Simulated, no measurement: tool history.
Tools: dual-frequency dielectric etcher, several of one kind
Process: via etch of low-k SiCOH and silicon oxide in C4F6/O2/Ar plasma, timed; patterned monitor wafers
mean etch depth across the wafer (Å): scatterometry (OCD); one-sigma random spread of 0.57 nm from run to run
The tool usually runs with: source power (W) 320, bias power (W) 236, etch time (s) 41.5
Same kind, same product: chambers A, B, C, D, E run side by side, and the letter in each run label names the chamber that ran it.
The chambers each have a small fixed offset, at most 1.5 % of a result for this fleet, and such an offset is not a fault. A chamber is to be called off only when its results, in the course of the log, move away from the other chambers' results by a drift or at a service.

run,hour,source power (W),bias power (W),etch time (s),"read-back reference wafer on the same gauge, depth_nm",mean etch depth across the wafer (Å)
1D,12.8,320,236,41.5,87.975,1083.10
2A,20.5,320,236,41.5,87.982,1087.30
3C,26.6,320,236,41.5,87.971,1078.90
4E,34.7,320,236,41.5,87.941,1076.80
5B,47.7,280,236,41.5,87.909,1035.90
6C,56.0,280,236,41.5,88.115,1031.90
7E,64.2,280,236,41.5,87.927,1020.80
8B,71.0,280,236,41.5,88.015,1034.20
9D,83.0,280,236,41.5,88.018,1035.70
10A,95.3,320,236,41.5,88.016,1089.30
# hour 96.6: chamber C: bias power generator calibrated
11B,106.8,270,292,41.5,87.988,1102.70
12D,119.5,270,292,41.5,88.013,1088.40
13A,127.1,270,292,41.5,87.837,1081.20
14C,138.2,270,292,41.5,87.903,1095.00
# hour 139.2: chamber D: wet clean of the chamber
15E,147.9,270,292,41.5,87.924,1084.30
16A,160.4,320,236,41.5,88.116,1074.80
17E,171.1,320,236,41.5,88.094,1078.20
18B,178.6,370,236,41.5,87.985,1159.50
19D,191.5,370,236,41.5,88.018,1148.90
20C,197.5,370,236,41.5,88.008,1150.10
21A,210.6,370,236,41.5,87.851,1140.30
22B,223.3,370,236,41.5,87.899,1149.40
# hour 232.0: chamber E: wet clean of the chamber
23E,235.7,260,236,41.5,88.173,999.53
24D,244.5,260,236,41.5,87.934,997.95
25C,250.8,260,236,41.5,88.002,989.42
26E,259.8,260,236,41.5,88.007,997.68
27D,268.0,260,236,41.5,87.876,999.22
28A,278.3,320,236,41.5,88.070,1079.00
29C,289.9,320,236,41.5,87.901,1068.40
30B,302.0,320,236,53.0,88.006,1378.60
31D,310.5,320,236,53.0,88.036,1382.60
# hour 320.1: chamber E: bias power generator calibrated
32B,320.1,320,236,53.0,88.097,1388.40
# hour 328.7: chamber B: wet clean of the chamber
33A,329.2,320,236,53.0,87.985,1371.50
34C,341.0,320,236,53.0,88.014,1354.60
35E,348.1,320,236,41.5,87.994,1077.90
36A,358.7,320,278,34.0,87.947,933.14
37B,368.2,320,278,34.0,88.032,954.54
38D,376.5,320,278,34.0,88.000,934.97
39E,389.5,320,278,34.0,88.038,934.01
40C,402.5,320,278,34.0,88.015,902.61

All 5 chambers run these settings next. Forecast each chamber's results:
41A,412.0,320,236,41.5,,?
41B,412.0,320,236,41.5,,?
41C,412.0,320,236,41.5,,?
41D,412.0,320,236,41.5,,?
41E,412.0,320,236,41.5,,?

run,mean etch depth across the wafer (Å)
41A,1078.70
41B,1078.20
41C,1034.20
41D,1080.20
41E,1071.60

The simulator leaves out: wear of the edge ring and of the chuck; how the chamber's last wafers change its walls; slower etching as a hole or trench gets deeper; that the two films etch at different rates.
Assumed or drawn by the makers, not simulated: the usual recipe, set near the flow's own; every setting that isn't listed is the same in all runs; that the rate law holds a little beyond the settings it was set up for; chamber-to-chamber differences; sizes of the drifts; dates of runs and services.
